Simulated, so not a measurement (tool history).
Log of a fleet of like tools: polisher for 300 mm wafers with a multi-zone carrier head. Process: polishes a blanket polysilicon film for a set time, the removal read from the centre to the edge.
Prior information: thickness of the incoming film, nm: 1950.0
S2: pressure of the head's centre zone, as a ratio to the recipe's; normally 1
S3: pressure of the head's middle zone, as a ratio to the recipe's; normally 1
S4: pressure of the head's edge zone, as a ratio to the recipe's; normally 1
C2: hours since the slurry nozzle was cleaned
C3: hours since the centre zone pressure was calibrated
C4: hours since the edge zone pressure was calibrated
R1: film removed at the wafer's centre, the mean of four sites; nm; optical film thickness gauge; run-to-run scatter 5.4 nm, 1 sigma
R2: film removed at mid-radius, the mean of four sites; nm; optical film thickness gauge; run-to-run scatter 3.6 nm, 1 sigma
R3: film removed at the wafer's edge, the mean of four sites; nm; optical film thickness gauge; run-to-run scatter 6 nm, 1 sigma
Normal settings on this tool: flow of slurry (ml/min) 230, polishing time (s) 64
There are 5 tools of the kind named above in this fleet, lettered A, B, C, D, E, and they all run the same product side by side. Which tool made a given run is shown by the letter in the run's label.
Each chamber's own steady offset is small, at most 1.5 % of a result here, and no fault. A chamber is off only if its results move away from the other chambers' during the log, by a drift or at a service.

Run 1B, hour 8.3: usual settings; wafers polished on this pad 549; C2 131.3; C3 90.7; C4 178.1. Result: R1 432.43 nm, R2 430.45 nm, R3 434.32 nm.
Run 2D, hour 15.9: usual settings; wafers polished on this pad 278; C2 244.2; C3 923.9; C4 335.4. Result: R1 425.79 nm, R2 425.83 nm, R3 417.99 nm.
Run 3A, hour 22.5: usual settings; wafers polished on this pad 357; C2 27; C3 596.1; C4 232. Result: R1 418.27 nm, R2 430.53 nm, R3 431.32 nm.
At hour 25.9: chamber B: worn pad replaced by a new one.
Run 4E, hour 27.2: usual settings; wafers polished on this pad 379; C2 158.6; C3 769.1; C4 260.7. Result: R1 425.83 nm, R2 424.78 nm, R3 414.18 nm.
Run 5C, hour 35: usual settings; wafers polished on this pad 1360; C2 338.4; C3 72.2; C4 102.2. Result: R1 422.86 nm, R2 430.86 nm, R3 417.78 nm.
At hour 37.4: chamber C: worn pad replaced by a new one.
Run 6C, hour 39.9: usual settings; wafers polished on this pad 34; C2 343.3; C3 77.1; C4 107.1. Result: R1 425.15 nm, R2 433.12 nm, R3 430.8 nm.
Run 7D, hour 44.1: usual settings but flow of slurry (ml/min) 260; wafers polished on this pad 662; C2 272.4; C3 952.1; C4 363.6. Result: R1 445.69 nm, R2 436.37 nm, R3 435.44 nm.
Run 8B, hour 51.4: usual settings but flow of slurry (ml/min) 260; wafers polished on this pad 347; C2 174.4; C3 133.8; C4 221.2. Result: R1 437.46 nm, R2 430.7 nm, R3 429.9 nm.
At hour 54.8: chamber E: centre zone pressure recalibrated.
Run 9E, hour 57: usual settings but flow of slurry (ml/min) 260; wafers polished on this pad 784; C2 188.4; C3 2.2; C4 290.5. Result: R1 435.87 nm, R2 434.59 nm, R3 435.45 nm.
At hour 62: chamber E: worn pad replaced by a new one.
Run 10A, hour 64.4: usual settings but flow of slurry (ml/min) 260; wafers polished on this pad 926; C2 68.9; C3 638; C4 273.9. Result: R1 416.22 nm, R2 429.29 nm, R3 422.5 nm.
Run 11D, hour 68.7: usual settings but flow of slurry (ml/min) 260; wafers polished on this pad 996; C2 297; C3 976.7; C4 388.2. Result: R1 425.13 nm, R2 431.76 nm, R3 436.55 nm.
Run 12B, hour 75.1: usual settings; wafers polished on this pad 669; C2 198.1; C3 157.5; C4 244.9. Result: R1 431.73 nm, R2 434.65 nm, R3 432 nm.
Run 13A, hour 79.2: usual settings; wafers polished on this pad 1127; C2 83.7; C3 652.8; C4 288.7. Result: R1 422.61 nm, R2 425.05 nm, R3 434.16 nm.
At hour 84: chamber D: slurry nozzle cleaned.
At hour 85.4: chamber B: worn pad replaced by a new one.
Run 14C, hour 86.8: usual settings; wafers polished on this pad 671; C2 390.2; C3 124; C4 154. Result: R1 431.54 nm, R2 434.2 nm, R3 428.76 nm.
At hour 92.8: chamber A: worn pad replaced by a new one.
Run 15E, hour 94.1: usual settings; wafers polished on this pad 436; C2 225.5; C3 39.3; C4 327.6. Result: R1 428.01 nm, R2 426.63 nm, R3 430.53 nm.
At hour 98.8: chamber D: worn pad replaced by a new one.
Run 16E, hour 102.3: usual settings but S2 1.11; wafers polished on this pad 547; C2 233.7; C3 47.5; C4 335.8. Result: R1 484.62 nm, R2 433.4 nm, R3 430.21 nm.
Run 17B, hour 107.8: usual settings but S2 1.11; wafers polished on this pad 304; C2 230.8; C3 190.2; C4 277.6. Result: R1 483.6 nm, R2 424.5 nm, R3 431.9 nm.
Run 18D, hour 111.6: usual settings but S2 1.11; wafers polished on this pad 175; C2 27.6; C3 1019.6; C4 431.1. Result: R1 490.49 nm, R2 428.31 nm, R3 421.6 nm.
Run 19C, hour 116: usual settings but S2 1.11; wafers polished on this pad 1068; C2 419.4; C3 153.2; C4 183.2. Result: R1 481.63 nm, R2 438.45 nm, R3 433.17 nm.
At hour 119.1: chamber E: worn pad replaced by a new one.
Run 20A, hour 122.6: usual settings but S2 1.11; wafers polished on this pad 404; C2 127.1; C3 696.2; C4 332.1. Result: R1 473.91 nm, R2 430.12 nm, R3 429.17 nm.
Run 21D, hour 128.8: usual settings but flow of slurry (ml/min) 185, polishing time (s) 50; wafers polished on this pad 408; C2 44.8; C3 1036.8; C4 448.3. Result: R1 332.75 nm, R2 326.36 nm, R3 320.06 nm.
At hour 132.3: chamber C: worn pad replaced by a new one.
Run 22B, hour 136.8: usual settings but flow of slurry (ml/min) 185, polishing time (s) 50; wafers polished on this pad 698; C2 259.8; C3 219.2; C4 306.6. Result: R1 321.99 nm, R2 332.32 nm, R3 327.36 nm.
At hour 137.6: chamber D: edge zone pressure recalibrated.
Run 23A, hour 142.3: usual settings but flow of slurry (ml/min) 185, polishing time (s) 50; wafers polished on this pad 672; C2 146.8; C3 715.9; C4 351.8. Result: R1 322.41 nm, R2 324.26 nm, R3 327.42 nm.
At hour 147.3: chamber B: worn pad replaced by a new one.
Run 24E, hour 147.6: usual settings but flow of slurry (ml/min) 185, polishing time (s) 50; wafers polished on this pad 388; C2 279; C3 92.8; C4 381.1. Result: R1 317.42 nm, R2 324.73 nm, R3 324.34 nm.
Run 25C, hour 152.5: usual settings but flow of slurry (ml/min) 185, polishing time (s) 50; wafers polished on this pad 274; C2 455.9; C3 189.7; C4 219.7. Result: R1 315.83 nm, R2 327.61 nm, R3 326.59 nm.
Run 26E, hour 156.9: usual settings; wafers polished on this pad 514; C2 288.3; C3 102.1; C4 390.4. Result: R1 431.29 nm, R2 422.63 nm, R3 432.68 nm.
At hour 158.9: chamber D: centre zone pressure recalibrated.
Run 27B, hour 164.4: usual settings but flow of slurry (ml/min) 280; wafers polished on this pad 232; C2 287.4; C3 246.8; C4 334.2. Result: R1 444.15 nm, R2 441.43 nm, R3 449.2 nm.
At hour 166: chamber B: edge zone pressure recalibrated.
Run 28C, hour 172.1: usual settings but flow of slurry (ml/min) 280; wafers polished on this pad 540; C2 475.5; C3 209.3; C4 239.3. Result: R1 434.9 nm, R2 437.46 nm, R3 436.53 nm.
Run 29D, hour 176.3: usual settings but flow of slurry (ml/min) 280; wafers polished on this pad 1054; C2 92.3; C3 17.4; C4 38.8. Result: R1 432.51 nm, R2 439.11 nm, R3 433.22 nm.
At hour 176.7: chamber E: worn pad replaced by a new one.
Run 30A, hour 183.5: usual settings but flow of slurry (ml/min) 280; wafers polished on this pad 1232; C2 188; C3 757.1; C4 393. Result: R1 431.9 nm, R2 435.92 nm, R3 430.81 nm.
Run 31E, hour 190.3: usual settings but flow of slurry (ml/min) 280; wafers polished on this pad 185; C2 321.7; C3 135.5; C4 423.8. Result: R1 440.57 nm, R2 435.83 nm, R3 438.77 nm.
At hour 193.7: chamber D: worn pad replaced by a new one.
Run 32C, hour 197.4: usual settings; wafers polished on this pad 884; C2 500.8; C3 234.6; C4 264.6. Result: R1 415.57 nm, R2 430.36 nm, R3 431.66 nm.
At hour 198.3: chamber B: centre zone pressure recalibrated.
At hour 202.5: chamber A: worn pad replaced by a new one.
Run 33B, hour 204: usual settings; wafers polished on this pad 770; C2 327; C3 5.8; C4 38. Result: R1 431.48 nm, R2 429.85 nm, R3 431.79 nm.
Run 34D, hour 211.2: usual settings; wafers polished on this pad 238; C2 127.2; C3 52.3; C4 73.7. Result: R1 431.89 nm, R2 430.03 nm, R3 432.12 nm.
Run 35A, hour 215: usual settings; wafers polished on this pad 170; C2 219.5; C3 788.6; C4 424.5. Result: R1 419.88 nm, R2 429.76 nm, R3 428.72 nm.

Next, all 5 chambers run the settings below, one line each with question marks for the results. What does each chamber give?
Run 36A, hour 221.1: usual settings but flow of slurry (ml/min) 280. Result: R1 ?, R2 ?, R3 ?.
Run 36B, hour 221.1: usual settings but flow of slurry (ml/min) 280. Result: R1 ?, R2 ?, R3 ?.
Run 36C, hour 221.1: usual settings but flow of slurry (ml/min) 280. Result: R1 ?, R2 ?, R3 ?.
Run 36D, hour 221.1: usual settings but flow of slurry (ml/min) 280. Result: R1 ?, R2 ?, R3 ?.
Run 36E, hour 221.1: usual settings but flow of slurry (ml/min) 280. Result: R1 ?, R2 ?, R3 ?.

run      R1      R2      R3
36A  432.88  439.37  432.58
36B  445.52  442.79   435.4
36C  445.44  437.45  426.49
36D  439.59  435.85  440.63
36E  446.04  433.38   434.5
